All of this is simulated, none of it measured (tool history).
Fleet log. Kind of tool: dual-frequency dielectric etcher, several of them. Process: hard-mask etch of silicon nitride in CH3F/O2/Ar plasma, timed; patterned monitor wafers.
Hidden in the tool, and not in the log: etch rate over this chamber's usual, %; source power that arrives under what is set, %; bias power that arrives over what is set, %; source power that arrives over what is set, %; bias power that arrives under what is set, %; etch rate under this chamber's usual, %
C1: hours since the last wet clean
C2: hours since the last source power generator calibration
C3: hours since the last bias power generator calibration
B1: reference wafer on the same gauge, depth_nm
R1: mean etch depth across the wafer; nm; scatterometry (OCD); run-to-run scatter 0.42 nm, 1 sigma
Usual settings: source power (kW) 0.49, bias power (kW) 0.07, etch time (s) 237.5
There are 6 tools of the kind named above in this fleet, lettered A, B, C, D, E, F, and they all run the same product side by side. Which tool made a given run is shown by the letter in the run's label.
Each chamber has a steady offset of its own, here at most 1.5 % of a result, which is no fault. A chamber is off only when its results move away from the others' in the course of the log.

run 1B hour=2.3 | source_power_(kW)=0.49 bias_power_(kW)=0.07 etch_time_(s)=237.5 | C1=61.6 C2=1187.6 C3=1472.5 | B1=210.11 | R1=175.17
run 2E hour=7.5 | source_power_(kW)=0.49 bias_power_(kW)=0.07 etch_time_(s)=237.5 | C1=264.6 C2=1167.1 C3=513.4 | B1=209.89 | R1=177.97
run 3D hour=12.1 | source_power_(kW)=0.49 bias_power_(kW)=0.07 etch_time_(s)=237.5 | C1=451.5 C2=565.2 C3=64.1 | B1=210.01 | R1=179.03
run 4C hour=17 | source_power_(kW)=0.49 bias_power_(kW)=0.07 etch_time_(s)=237.5 | C1=24 C2=487.2 C3=330 | B1=209.94 | R1=177.88
run 5F hour=22 | source_power_(kW)=0.49 bias_power_(kW)=0.07 etch_time_(s)=237.5 | C1=177.4 C2=2234.4 C3=1772.7 | B1=209.99 | R1=178.68
run 6A hour=25.9 | source_power_(kW)=0.49 bias_power_(kW)=0.07 etch_time_(s)=237.5 | C1=204.5 C2=909.7 C3=476 | B1=210 | R1=179.93
run 7D hour=30.3 | source_power_(kW)=0.49 bias_power_(kW)=0.07 etch_time_(s)=237.5 | C1=469.7 C2=583.4 C3=82.3 | B1=209.95 | R1=179.13
run 8F hour=32.9 | source_power_(kW)=0.49 bias_power_(kW)=0.07 etch_time_(s)=237.5 | C1=188.3 C2=2245.3 C3=1783.6 | B1=209.97 | R1=178.02
run 9A hour=36.5 | source_power_(kW)=0.49 bias_power_(kW)=0.062 etch_time_(s)=237.5 | C1=215.1 C2=920.3 C3=486.6 | B1=210.01 | R1=173.1
run 10C hour=40.8 | source_power_(kW)=0.49 bias_power_(kW)=0.062 etch_time_(s)=237.5 | C1=47.8 C2=511 C3=353.8 | B1=209.89 | R1=170.79
-- hour=41.2 chamber F: bias power generator calibrated
run 11E hour=43.2 | source_power_(kW)=0.49 bias_power_(kW)=0.062 etch_time_(s)=237.5 | C1=300.3 C2=1202.8 C3=549.1 | B1=210.01 | R1=170.69
run 12B hour=47.7 | source_power_(kW)=0.49 bias_power_(kW)=0.062 etch_time_(s)=237.5 | C1=107 C2=1233 C3=1517.9 | B1=210.1 | R1=168.76
run 13F hour=52.3 | source_power_(kW)=0.49 bias_power_(kW)=0.062 etch_time_(s)=237.5 | C1=207.7 C2=2264.7 C3=11.2 | B1=209.97 | R1=171.39
run 14B hour=54.8 | source_power_(kW)=0.49 bias_power_(kW)=0.062 etch_time_(s)=237.5 | C1=114.1 C2=1240.1 C3=1525 | B1=209.91 | R1=168.53
run 15C hour=59.2 | source_power_(kW)=0.49 bias_power_(kW)=0.07 etch_time_(s)=237.5 | C1=66.2 C2=529.4 C3=372.2 | B1=209.89 | R1=177.99
run 16E hour=63.3 | source_power_(kW)=0.49 bias_power_(kW)=0.07 etch_time_(s)=237.5 | C1=320.4 C2=1222.9 C3=569.2 | B1=210.05 | R1=178.04
run 17D hour=67.9 | source_power_(kW)=0.49 bias_power_(kW)=0.07 etch_time_(s)=237.5 | C1=507.3 C2=621 C3=119.9 | B1=209.95 | R1=179.63
run 18A hour=71.4 | source_power_(kW)=0.49 bias_power_(kW)=0.07 etch_time_(s)=237.5 | C1=250 C2=955.2 C3=521.5 | B1=210.02 | R1=179.8
run 19A hour=74.7 | source_power_(kW)=0.49 bias_power_(kW)=0.07 etch_time_(s)=237.5 | C1=253.3 C2=958.5 C3=524.8 | B1=209.91 | R1=180.25
run 20B hour=77.6 | source_power_(kW)=0.49 bias_power_(kW)=0.07 etch_time_(s)=237.5 | C1=136.9 C2=1262.9 C3=1547.8 | B1=209.96 | R1=175.32
run 21E hour=82.8 | source_power_(kW)=0.49 bias_power_(kW)=0.07 etch_time_(s)=237.5 | C1=339.9 C2=1242.4 C3=588.7 | B1=210.02 | R1=177.69
run 22F hour=85.7 | source_power_(kW)=0.49 bias_power_(kW)=0.07 etch_time_(s)=237.5 | C1=241.1 C2=2298.1 C3=44.6 | B1=209.93 | R1=179.15
run 23C hour=88.1 | source_power_(kW)=0.49 bias_power_(kW)=0.07 etch_time_(s)=237.5 | C1=95.1 C2=558.3 C3=401.1 | B1=210.22 | R1=177.76
-- hour=90 chamber D: wet clean of the chamber
run 24D hour=92.8 | source_power_(kW)=0.49 bias_power_(kW)=0.07 etch_time_(s)=237.5 | C1=2.9 C2=645.9 C3=144.8 | B1=210.09 | R1=179.43
run 25A hour=96.8 | source_power_(kW)=0.49 bias_power_(kW)=0.07 etch_time_(s)=237.5 | C1=275.4 C2=980.6 C3=546.9 | B1=209.99 | R1=179.02
run 26D hour=99.8 | source_power_(kW)=0.49 bias_power_(kW)=0.07 etch_time_(s)=237.5 | C1=9.9 C2=652.9 C3=151.8 | B1=210.2 | R1=179.83
run 27F hour=102.1 | source_power_(kW)=0.49 bias_power_(kW)=0.07 etch_time_(s)=237.5 | C1=257.5 C2=2314.5 C3=61 | B1=209.94 | R1=178.28
run 28B hour=105.6 | source_power_(kW)=0.49 bias_power_(kW)=0.07 etch_time_(s)=237.5 | C1=164.9 C2=1290.9 C3=1575.8 | B1=210.05 | R1=176.27
run 29C hour=108.3 | source_power_(kW)=0.49 bias_power_(kW)=0.07 etch_time_(s)=237.5 | C1=115.3 C2=578.5 C3=421.3 | B1=210.04 | R1=177.5
run 30E hour=110.9 | source_power_(kW)=0.49 bias_power_(kW)=0.07 etch_time_(s)=237.5 | C1=368 C2=1270.5 C3=616.8 | B1=210.01 | R1=177.93
run 31C hour=113.8 | source_power_(kW)=0.49 bias_power_(kW)=0.07 etch_time_(s)=237.5 | C1=120.8 C2=584 C3=426.8 | B1=209.98 | R1=177.75
run 32B hour=117.6 | source_power_(kW)=0.49 bias_power_(kW)=0.07 etch_time_(s)=237.5 | C1=176.9 C2=1302.9 C3=1587.8 | B1=210.13 | R1=175.51
run 33A hour=122.6 | source_power_(kW)=0.49 bias_power_(kW)=0.07 etch_time_(s)=237.5 | C1=301.2 C2=1006.4 C3=572.7 | B1=210.16 | R1=179.41
run 34E hour=127.2 | source_power_(kW)=0.49 bias_power_(kW)=0.07 etch_time_(s)=237.5 | C1=384.3 C2=1286.8 C3=633.1 | B1=209.91 | R1=177.99
run 35D hour=130.1 | source_power_(kW)=0.49 bias_power_(kW)=0.07 etch_time_(s)=237.5 | C1=40.2 C2=683.2 C3=182.1 | B1=209.91 | R1=178.95
run 36F hour=135.1 | source_power_(kW)=0.55 bias_power_(kW)=0.065 etch_time_(s)=237.5 | C1=290.5 C2=2347.5 C3=94 | B1=210.1 | R1=182.52
run 37E hour=139.7 | source_power_(kW)=0.55 bias_power_(kW)=0.065 etch_time_(s)=237.5 | C1=396.8 C2=1299.3 C3=645.6 | B1=209.95 | R1=181.46
run 38F hour=142.8 | source_power_(kW)=0.55 bias_power_(kW)=0.065 etch_time_(s)=237.5 | C1=298.2 C2=2355.2 C3=101.7 | B1=210.09 | R1=181.38
run 39C hour=146.3 | source_power_(kW)=0.55 bias_power_(kW)=0.065 etch_time_(s)=237.5 | C1=153.3 C2=616.5 C3=459.3 | B1=209.98 | R1=182.45
run 40B hour=150.5 | source_power_(kW)=0.55 bias_power_(kW)=0.065 etch_time_(s)=237.5 | C1=209.8 C2=1335.8 C3=1620.7 | B1=210.01 | R1=179.52
run 41A hour=154 | source_power_(kW)=0.55 bias_power_(kW)=0.065 etch_time_(s)=237.5 | C1=332.6 C2=1037.8 C3=604.1 | B1=210.19 | R1=183.1
run 42D hour=156.3 | source_power_(kW)=0.49 bias_power_(kW)=0.07 etch_time_(s)=237.5 | C1=66.4 C2=709.4 C3=208.3 | B1=209.89 | R1=179.28

Has any chamber moved away from the others, gradually or after a service, or does the common gauge drift, or do the chambers differ only by their own small steady offsets? State the chamber and the most likely cause if one applies.

The fleet is healthy, with each chamber sitting at its usual small offset and no drift in the gauge.

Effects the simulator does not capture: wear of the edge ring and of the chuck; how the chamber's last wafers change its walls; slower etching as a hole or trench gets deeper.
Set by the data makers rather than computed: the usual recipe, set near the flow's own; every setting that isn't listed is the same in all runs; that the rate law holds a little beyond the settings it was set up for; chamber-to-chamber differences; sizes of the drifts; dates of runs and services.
